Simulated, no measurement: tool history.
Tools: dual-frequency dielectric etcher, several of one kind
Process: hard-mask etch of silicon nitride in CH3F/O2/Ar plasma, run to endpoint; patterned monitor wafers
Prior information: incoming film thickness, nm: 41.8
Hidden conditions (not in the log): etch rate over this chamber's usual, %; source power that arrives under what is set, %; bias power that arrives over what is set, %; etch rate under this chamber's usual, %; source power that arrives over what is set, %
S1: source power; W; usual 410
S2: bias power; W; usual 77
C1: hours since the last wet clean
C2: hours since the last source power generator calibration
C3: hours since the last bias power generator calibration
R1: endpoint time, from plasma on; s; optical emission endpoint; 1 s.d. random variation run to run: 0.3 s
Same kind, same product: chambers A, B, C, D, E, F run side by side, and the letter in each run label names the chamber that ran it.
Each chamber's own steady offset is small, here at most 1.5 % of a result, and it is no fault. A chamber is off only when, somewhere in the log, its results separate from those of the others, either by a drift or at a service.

run   hour   S1  S2     C1      C2      C3      R1
 1B    8.1  410  77  437.7  1921.6  4524.6  58.573
 2C   14.2  410  77  130.6    1444   809.1  58.222
 3E     27  410  77  339.2  1774.6   384.1  59.677
 4F   39.3  410  77  306.7  1444.1  1945.8  58.812
 5D   51.9  410  77  225.6  3045.2  1177.2   59.39
 6A     61  410  77  258.4  3273.7    1017  59.206
        67  -- chamber D: source power generator calibrated
 7E   72.7  410  77  384.9  1820.3   429.8   59.28
 8F     86  410  77  353.4  1490.8  1992.5  58.457
 9C    100  410  61  216.4  1529.8   894.9  62.655
10A  113.8  410  61  311.2  3326.5  1069.8  64.217
11D  126.1  410  61  299.8    59.2  1251.4  63.965
12B  136.9  410  61  566.5  2050.4  4653.4  63.741
13D  147.5  410  61  321.2    80.6  1272.8  63.848
     152.2  -- chamber B: wet clean of the chamber
14B  157.4  410  61    5.3  2070.9  4673.9  63.847
15C  168.1  410  77  284.5  1597.9     963  57.711
16F  177.9  410  66  445.3  1582.7  2084.4  61.591
17A    186  410  66  383.4  3398.7    1142  62.245
18E  195.1  410  66  507.3  1942.7   552.2  62.943
19F  203.8  410  66  471.2  1608.6  2110.3  61.906
20D  210.6  410  66  384.3   143.7  1335.9  62.276
21C  218.2  410  66  334.6    1648  1013.1  61.133
22B  228.2  410  77   76.1  2141.7  4744.7  58.955
     234.7  -- chamber F: wet clean of the chamber
23E  238.5  410  77  550.7  1986.1   595.6  59.038
24A  251.2  410  77  448.6  3463.9  1207.2      59
25D  261.2  410  77  434.9   194.3  1386.5  59.179
       265  -- chamber D: wet clean of the chamber
26F  274.2  410  77   39.5    1679  2180.7  59.248
27B  282.7  410  77  130.6  2196.2  4799.2  58.944
28E  294.6  410  77  606.8  2042.2   651.7   58.86
     303.4  -- chamber E: wet clean of the chamber
29A  308.2  410  77  505.6  3520.9  1264.2   59.07
30C    320  410  77  436.4  1749.8  1114.9  58.034
     322.8  -- chamber C: wet clean of the chamber
31C    332  410  77    9.3  1761.8  1126.9  58.479
32A  343.9  410  77  541.3  3556.6  1299.9  58.781
33E  356.3  410  77     53  2103.9   713.4  58.957
     360.3  -- chamber C: source power generator calibrated
34B  364.3  410  93  212.2  2277.8  4880.8  55.542
35F  375.7  410  93    141  1780.5  2282.2  54.564
     385.3  -- chamber A: wet clean of the chamber
36D  386.1  410  93  121.2   319.2  1511.4  54.903
37B  395.9  410  93  243.8  2309.4  4912.4  55.098
38F  407.9  410  93  173.2  1812.7  2314.4  55.035
39A  421.8  410  93   36.6  3634.5  1377.8  55.102
40C  430.9  410  77  108.2    70.7  1225.8   58.23
41E  440.5  410  77  137.2  2188.1   797.6  59.475
42D  451.1  410  77  186.2   384.2  1576.4  59.243
43F  458.4  410  77  223.7  1863.2  2364.9  58.949
     462.9  -- chamber B: bias power generator calibrated
44B  471.2  410  77  319.1  2384.7     8.3  59.004

Each of the 6 chambers runs these same settings next. Fill in every chamber's results:
45A  481.2  410  62               ?
45B  481.2  410  62               ?
45C  481.2  410  62               ?
45D  481.2  410  62               ?
45E  481.2  410  62               ?
45F  481.2  410  62               ?

run      R1
45A  63.682
45B  64.063
45C  62.834
45D  63.457
45E  64.077
45F  63.284

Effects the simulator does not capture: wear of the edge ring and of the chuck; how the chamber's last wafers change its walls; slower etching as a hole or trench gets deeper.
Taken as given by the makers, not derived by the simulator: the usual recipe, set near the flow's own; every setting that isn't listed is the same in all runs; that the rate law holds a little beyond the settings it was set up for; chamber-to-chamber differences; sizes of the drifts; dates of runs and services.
